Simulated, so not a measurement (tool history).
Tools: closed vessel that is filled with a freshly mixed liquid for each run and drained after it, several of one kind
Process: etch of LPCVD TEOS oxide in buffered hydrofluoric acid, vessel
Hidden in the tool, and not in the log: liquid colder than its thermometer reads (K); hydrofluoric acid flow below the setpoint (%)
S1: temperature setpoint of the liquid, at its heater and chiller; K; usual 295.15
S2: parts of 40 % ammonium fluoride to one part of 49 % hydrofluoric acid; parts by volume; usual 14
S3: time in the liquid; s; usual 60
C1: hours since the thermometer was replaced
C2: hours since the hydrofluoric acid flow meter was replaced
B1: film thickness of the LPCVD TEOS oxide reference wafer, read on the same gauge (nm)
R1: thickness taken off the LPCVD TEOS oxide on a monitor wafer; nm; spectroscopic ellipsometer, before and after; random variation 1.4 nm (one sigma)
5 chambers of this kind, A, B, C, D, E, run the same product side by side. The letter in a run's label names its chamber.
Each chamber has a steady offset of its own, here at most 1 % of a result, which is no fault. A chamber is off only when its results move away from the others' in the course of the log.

| run | hour | S1 | S2 | S3 | C1 | C2 | B1 | R1 |
|---|---|---|---|---|---|---|---|---|
| 1E | 10.5 | 295.15 | 14 | 60 | 635.2 | 205.3 | 59.992 | 188.28 |
| 2A | 18 | 295.15 | 14 | 60 | 1448.1 | 1258.6 | 60.001 | 187.63 |
| 3C | 25.3 | 295.15 | 14 | 60 | 262.3 | 381.9 | 60.011 | 189.37 |
| 4B | 32.7 | 295.15 | 14 | 60 | 1798 | 100.4 | 59.993 | 191.15 |
| 5D | 40.8 | 295.15 | 14 | 60 | 1498 | 55.5 | 59.997 | 189 |
| 6D | 52.7 | 296.65 | 14 | 60 | 1509.9 | 67.4 | 60.02 | 207.81 |
| 7E | 58.2 | 296.65 | 14 | 60 | 682.9 | 253 | 60.017 | 206.8 |
| 8A | 67.5 | 296.65 | 14 | 60 | 1497.6 | 1308.1 | 59.994 | 207.39 |
| 9B | 79.4 | 296.65 | 14 | 60 | 1844.7 | 147.1 | 59.995 | 207.36 |
| 10C | 85.9 | 296.65 | 14 | 60 | 322.9 | 442.5 | 59.985 | 209.55 |
| 11D | 98.5 | 295.15 | 14 | 60 | 1555.7 | 113.2 | 60.028 | 188.14 |
| 12C | 110.7 | 295.15 | 14 | 60 | 347.7 | 467.3 | 60.006 | 192.51 |
| 13E | 121.1 | 295.15 | 14 | 60 | 745.8 | 315.9 | 60 | 189.18 |
| 14B | 126.9 | 295.15 | 14 | 60 | 1892.2 | 194.6 | 60.023 | 191.48 |
| 15A | 137.7 | 295.15 | 14 | 60 | 1567.8 | 1378.3 | 60.004 | 185.55 |
| 16C | 146.9 | 292.65 | 14 | 90 | 383.9 | 503.5 | 60.006 | 247.41 |
| 17B | 157.6 | 292.65 | 14 | 90 | 1922.9 | 225.3 | 60.021 | 252.83 |
| 18E | 165.1 | 292.65 | 14 | 90 | 789.8 | 359.9 | 60.009 | 246.98 |
| 19A | 171.5 | 292.65 | 14 | 90 | 1601.6 | 1412.1 | 59.968 | 238.25 |
| 20D | 177.9 | 292.65 | 14 | 90 | 1635.1 | 192.6 | 60.007 | 246.33 |
| 21B | 187.5 | 295.15 | 14 | 60 | 1952.8 | 255.2 | 60.019 | 191.34 |
| 22C | 195.1 | 295.15 | 10.5 | 60 | 432.1 | 551.7 | 60.003 | 251.56 |
| 23A | 204.8 | 295.15 | 10.5 | 60 | 1634.9 | 1445.4 | 59.99 | 243.02 |
| 24E | 215.6 | 295.15 | 10.5 | 60 | 840.3 | 410.4 | 60.006 | 253.48 |
| 25D | 222.1 | 295.15 | 10.5 | 60 | 1679.3 | 236.8 | 60.019 | 252.42 |
| 26C | 233.7 | 295.15 | 10.5 | 60 | 470.7 | 590.3 | 60.005 | 250.24 |
| 27B | 240.6 | 295.15 | 14 | 60 | 2005.9 | 308.3 | 60.004 | 192.06 |
|  | 243.7 | chamber C: thermometer replaced |
| 28A | 247.1 | 295.15 | 14 | 60 | 1677.2 | 1487.7 | 60.004 | 179.34 |
| 29D | 258.4 | 295.15 | 14 | 60 | 1715.6 | 273.1 | 59.987 | 188.09 |
| 30E | 264.6 | 295.15 | 14 | 75 | 889.3 | 459.4 | 59.963 | 237.47 |
| 31B | 272.9 | 295.15 | 14 | 75 | 2038.2 | 340.6 | 60.009 | 238.89 |
| 32E | 284.9 | 295.15 | 14 | 75 | 909.6 | 479.7 | 59.985 | 239.73 |
| 33C | 292.4 | 295.15 | 14 | 75 | 48.8 | 649 | 59.98 | 240.96 |
| 34D | 304.1 | 295.15 | 14 | 75 | 1761.3 | 318.8 | 60.007 | 232.95 |
| 35A | 311.9 | 295.15 | 14 | 60 | 1742 | 1552.5 | 59.982 | 177.69 |
| 36D | 322 | 295.15 | 14 | 60 | 1779.2 | 336.7 | 60.006 | 189.76 |
| 37A | 334.2 | 295.15 | 14 | 60 | 1764.3 | 1574.8 | 60.02 | 176.53 |
| 38C | 345.6 | 295.15 | 14 | 60 | 102 | 702.2 | 60.006 | 191.4 |
| 39B | 352.8 | 295.15 | 14 | 60 | 2118.1 | 420.5 | 60.025 | 192.14 |
| 40E | 360.4 | 295.15 | 14 | 60 | 985.1 | 555.2 | 59.986 | 190.82 |

Next, every chamber runs the same settings. What will each give?
| 41A | 369.5 | 295.15 | 14 | 60 |  |  |  | ? |
| 41B | 369.5 | 295.15 | 14 | 60 |  |  |  | ? |
| 41C | 369.5 | 295.15 | 14 | 60 |  |  |  | ? |
| 41D | 369.5 | 295.15 | 14 | 60 |  |  |  | ? |
| 41E | 369.5 | 295.15 | 14 | 60 |  |  |  | ? |

| run | R1 |
|---|---|
| 41A | 174.87 |
| 41B | 189.76 |
| 41C | 187.95 |
| 41D | 190.34 |
| 41E | 194.22 |
